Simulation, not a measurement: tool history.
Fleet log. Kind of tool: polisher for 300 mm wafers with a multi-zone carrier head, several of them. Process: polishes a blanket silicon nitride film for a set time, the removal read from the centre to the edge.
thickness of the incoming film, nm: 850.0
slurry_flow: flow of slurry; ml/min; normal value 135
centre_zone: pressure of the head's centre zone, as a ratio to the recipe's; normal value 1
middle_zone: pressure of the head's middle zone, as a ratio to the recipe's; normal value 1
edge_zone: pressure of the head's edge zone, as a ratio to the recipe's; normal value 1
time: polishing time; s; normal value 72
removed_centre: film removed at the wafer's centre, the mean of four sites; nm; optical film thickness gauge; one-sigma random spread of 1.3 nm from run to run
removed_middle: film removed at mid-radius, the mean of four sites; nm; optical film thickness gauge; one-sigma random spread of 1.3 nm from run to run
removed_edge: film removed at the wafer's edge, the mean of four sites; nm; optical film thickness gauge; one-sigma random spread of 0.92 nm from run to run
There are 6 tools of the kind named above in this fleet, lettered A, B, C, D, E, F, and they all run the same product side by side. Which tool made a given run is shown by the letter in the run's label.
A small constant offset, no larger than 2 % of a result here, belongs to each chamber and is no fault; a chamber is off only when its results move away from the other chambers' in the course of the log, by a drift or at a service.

run 1C hour=7.2 | slurry_flow=135 centre_zone=1 middle_zone=1 edge_zone=1 time=72 | removed_centre=118.54 removed_middle=117.48 removed_edge=119.38
run 2B hour=15.2 | slurry_flow=135 centre_zone=1 middle_zone=1 edge_zone=1 time=72 | removed_centre=115.53 removed_middle=118.63 removed_edge=118.22
run 3D hour=25.7 | slurry_flow=135 centre_zone=1 middle_zone=1 edge_zone=1 time=72 | removed_centre=118.56 removed_middle=117.88 removed_edge=117.05
-- hour=36.9 chamber E: centre zone pressure recalibrated
run 4E hour=37.8 | slurry_flow=135 centre_zone=1 middle_zone=1 edge_zone=1 time=72 | removed_centre=118.71 removed_middle=115.21 removed_edge=119.14
-- hour=45.3 chamber E: slurry nozzle cleaned
-- hour=45.3 chamber D: worn pad replaced by a new one
-- hour=46.8 chamber C: edge zone pressure recalibrated
run 5A hour=47.4 | slurry_flow=135 centre_zone=1 middle_zone=1 edge_zone=1 time=72 | removed_centre=119.28 removed_middle=118.95 removed_edge=116.95
run 6F hour=57.7 | slurry_flow=135 centre_zone=1.08 middle_zone=1 edge_zone=1 time=81 | removed_centre=141.67 removed_middle=132.89 removed_edge=130.97
-- hour=61.2 chamber E: worn pad replaced by a new one
run 7C hour=67.3 | slurry_flow=135 centre_zone=1.08 middle_zone=1 edge_zone=1 time=81 | removed_centre=142.46 removed_middle=133.07 removed_edge=134.94
-- hour=73.7 chamber B: worn pad replaced by a new one
run 8A hour=80.3 | slurry_flow=135 centre_zone=1.08 middle_zone=1 edge_zone=1 time=81 | removed_centre=145.29 removed_middle=133.58 removed_edge=132.96
-- hour=83.9 chamber F: worn pad replaced by a new one
-- hour=87.5 chamber B: edge zone pressure recalibrated
run 9E hour=89.2 | slurry_flow=135 centre_zone=1.08 middle_zone=1 edge_zone=1 time=81 | removed_centre=144.57 removed_middle=131.23 removed_edge=136.41
-- hour=100.9 chamber C: centre zone pressure recalibrated
run 10B hour=101 | slurry_flow=135 centre_zone=1.08 middle_zone=1 edge_zone=1 time=81 | removed_centre=144.23 removed_middle=135.03 removed_edge=133.95
run 11F hour=108.7 | slurry_flow=135 centre_zone=1.08 middle_zone=1 edge_zone=1 time=81 | removed_centre=142.16 removed_middle=131.41 removed_edge=131.19
-- hour=113.1 chamber C: slurry nozzle cleaned
run 12D hour=118.1 | slurry_flow=135 centre_zone=1 middle_zone=1 edge_zone=1 time=72 | removed_centre=116.94 removed_middle=118.45 removed_edge=115.7
-- hour=122.3 chamber C: worn pad replaced by a new one
-- hour=127.3 chamber F: slurry nozzle cleaned
run 13F hour=133.1 | slurry_flow=135 centre_zone=1 middle_zone=1 edge_zone=1 time=72 | removed_centre=116.29 removed_middle=118.49 removed_edge=116.35
run 14D hour=141.3 | slurry_flow=135 centre_zone=1 middle_zone=1 edge_zone=1 time=72 | removed_centre=116.37 removed_middle=117.72 removed_edge=116.45
run 15C hour=153.1 | slurry_flow=135 centre_zone=0.89 middle_zone=1.1 edge_zone=1 time=72 | removed_centre=103.32 removed_middle=127.97 removed_edge=119.38
-- hour=154.6 chamber F: edge zone pressure recalibrated
run 16A hour=163.9 | slurry_flow=135 centre_zone=0.89 middle_zone=1.1 edge_zone=1 time=72 | removed_centre=103.5 removed_middle=129.12 removed_edge=117.24
run 17E hour=172 | slurry_flow=135 centre_zone=0.89 middle_zone=1.1 edge_zone=1 time=72 | removed_centre=102.62 removed_middle=128.81 removed_edge=119.92
-- hour=177.8 chamber D: worn pad replaced by a new one
-- hour=183.7 chamber F: worn pad replaced by a new one
run 18B hour=185.6 | slurry_flow=135 centre_zone=0.89 middle_zone=1.1 edge_zone=1 time=72 | removed_centre=105.57 removed_middle=126.76 removed_edge=116.84
-- hour=188.3 chamber A: worn pad replaced by a new one
-- hour=193.2 chamber E: worn pad replaced by a new one
-- hour=198.2 chamber E: edge zone pressure recalibrated
run 19F hour=198.5 | slurry_flow=135 centre_zone=0.89 middle_zone=1.1 edge_zone=1 time=72 | removed_centre=101.01 removed_middle=127.24 removed_edge=119.03
run 20A hour=206.6 | slurry_flow=135 centre_zone=0.89 middle_zone=1.1 edge_zone=1 time=72 | removed_centre=104.12 removed_middle=129.25 removed_edge=116.6
-- hour=208.8 chamber B: worn pad replaced by a new one
run 21E hour=215.9 | slurry_flow=135 centre_zone=1 middle_zone=1 edge_zone=1 time=72 | removed_centre=118.15 removed_middle=117.55 removed_edge=118.38
run 22D hour=225.8 | slurry_flow=135 centre_zone=1 middle_zone=1 edge_zone=1 time=72 | removed_centre=113.16 removed_middle=113.73 removed_edge=115.92
run 23B hour=234.7 | slurry_flow=135 centre_zone=1 middle_zone=1 edge_zone=1 time=72 | removed_centre=119.28 removed_middle=119.59 removed_edge=119.78
run 24C hour=247.1 | slurry_flow=135 centre_zone=1 middle_zone=1 edge_zone=1 time=72 | removed_centre=119.75 removed_middle=118.03 removed_edge=119.81
-- hour=254 chamber C: worn pad replaced by a new one
run 25B hour=254.2 | slurry_flow=135 centre_zone=1 middle_zone=1 edge_zone=1 time=72 | removed_centre=119.08 removed_middle=117.11 removed_edge=118.11
run 26D hour=263.4 | slurry_flow=135 centre_zone=1 middle_zone=1 edge_zone=1 time=72 | removed_centre=115.28 removed_middle=113.78 removed_edge=115
-- hour=271.9 chamber D: edge zone pressure recalibrated
-- hour=273.7 chamber F: worn pad replaced by a new one
run 27F hour=278.6 | slurry_flow=135 centre_zone=1 middle_zone=1 edge_zone=1 time=72 | removed_centre=117.97 removed_middle=121.07 removed_edge=119.27
run 28E hour=290.8 | slurry_flow=135 centre_zone=1 middle_zone=1 edge_zone=1 time=72 | removed_centre=115.31 removed_middle=118.48 removed_edge=117.51
run 29A hour=297.8 | slurry_flow=135 centre_zone=1 middle_zone=1 edge_zone=1 time=72 | removed_centre=114.96 removed_middle=119.49 removed_edge=118.97
run 30C hour=312.5 | slurry_flow=135 centre_zone=1 middle_zone=1.04 edge_zone=1 time=72 | removed_centre=118.04 removed_middle=121.87 removed_edge=120.14
-- hour=315.3 chamber D: worn pad replaced by a new one
-- hour=317.2 chamber E: worn pad replaced by a new one
run 31B hour=325.4 | slurry_flow=135 centre_zone=1 middle_zone=1.04 edge_zone=1 time=72 | removed_centre=120.26 removed_middle=123.08 removed_edge=119.69
run 32F hour=334 | slurry_flow=135 centre_zone=1 middle_zone=1.04 edge_zone=1 time=72 | removed_centre=117.35 removed_middle=119.89 removed_edge=117.61
run 33C hour=345.5 | slurry_flow=135 centre_zone=1 middle_zone=1.04 edge_zone=1 time=72 | removed_centre=118.48 removed_middle=120.67 removed_edge=120.15
-- hour=351.8 chamber F: worn pad replaced by a new one
-- hour=352.1 chamber B: worn pad replaced by a new one
run 34D hour=356.4 | slurry_flow=135 centre_zone=1 middle_zone=1.04 edge_zone=1 time=72 | removed_centre=113.57 removed_middle=117.13 removed_edge=112.62
-- hour=359.7 chamber C: edge zone pressure recalibrated
run 35A hour=364.8 | slurry_flow=135 centre_zone=1 middle_zone=1.04 edge_zone=1 time=72 | removed_centre=118.07 removed_middle=123.72 removed_edge=120.12
-- hour=368.2 chamber C: worn pad replaced by a new one
run 36E hour=379.9 | slurry_flow=135 centre_zone=1 middle_zone=1 edge_zone=1 time=72 | removed_centre=114.87 removed_middle=120.66 removed_edge=117.49
run 37A hour=389.2 | slurry_flow=135 centre_zone=1 middle_zone=1 edge_zone=1 time=72 | removed_centre=118.27 removed_middle=117.09 removed_edge=117.49
-- hour=395.9 chamber B: centre zone pressure recalibrated
run 38F hour=403.4 | slurry_flow=135 centre_zone=1 middle_zone=1 edge_zone=1 time=72 | removed_centre=117.06 removed_middle=118.18 removed_edge=117.7
run 39E hour=416.8 | slurry_flow=135 centre_zone=1 middle_zone=1 edge_zone=1 time=72 | removed_centre=116.86 removed_middle=117.11 removed_edge=119.53
run 40C hour=431.6 | slurry_flow=135 centre_zone=1.05 middle_zone=1 edge_zone=1 time=72 | removed_centre=126.4 removed_middle=116.97 removed_edge=119.55
run 41B hour=446.5 | slurry_flow=135 centre_zone=1.05 middle_zone=1 edge_zone=1 time=72 | removed_centre=124.57 removed_middle=118.01 removed_edge=117.11

All chambers now run identical settings, listed one chamber a line with results as question marks. What results will each chamber show?
run 42A hour=457.4 | slurry_flow=135 centre_zone=1 middle_zone=1.06 edge_zone=1 time=72 | removed_centre=? removed_middle=? removed_edge=?
run 42B hour=457.4 | slurry_flow=135 centre_zone=1 middle_zone=1.06 edge_zone=1 time=72 | removed_centre=? removed_middle=? removed_edge=?
run 42C hour=457.4 | slurry_flow=135 centre_zone=1 middle_zone=1.06 edge_zone=1 time=72 | removed_centre=? removed_middle=? removed_edge=?
run 42D hour=457.4 | slurry_flow=135 centre_zone=1 middle_zone=1.06 edge_zone=1 time=72 | removed_centre=? removed_middle=? removed_edge=?
run 42E hour=457.4 | slurry_flow=135 centre_zone=1 middle_zone=1.06 edge_zone=1 time=72 | removed_centre=? removed_middle=? removed_edge=?
run 42F hour=457.4 | slurry_flow=135 centre_zone=1 middle_zone=1.06 edge_zone=1 time=72 | removed_centre=? removed_middle=? removed_edge=?

run=42A removed_centre=119.65 removed_middle=126.53 removed_edge=118.7
run=42B removed_centre=119.57 removed_middle=125.34 removed_edge=118.7
run=42C removed_centre=117.55 removed_middle=121.23 removed_edge=120.46
run=42D removed_centre=106.75 removed_middle=116.64 removed_edge=110.65
run=42E removed_centre=118.19 removed_middle=123.25 removed_edge=120.05
run=42F removed_centre=116.49 removed_middle=126.06 removed_edge=116.92

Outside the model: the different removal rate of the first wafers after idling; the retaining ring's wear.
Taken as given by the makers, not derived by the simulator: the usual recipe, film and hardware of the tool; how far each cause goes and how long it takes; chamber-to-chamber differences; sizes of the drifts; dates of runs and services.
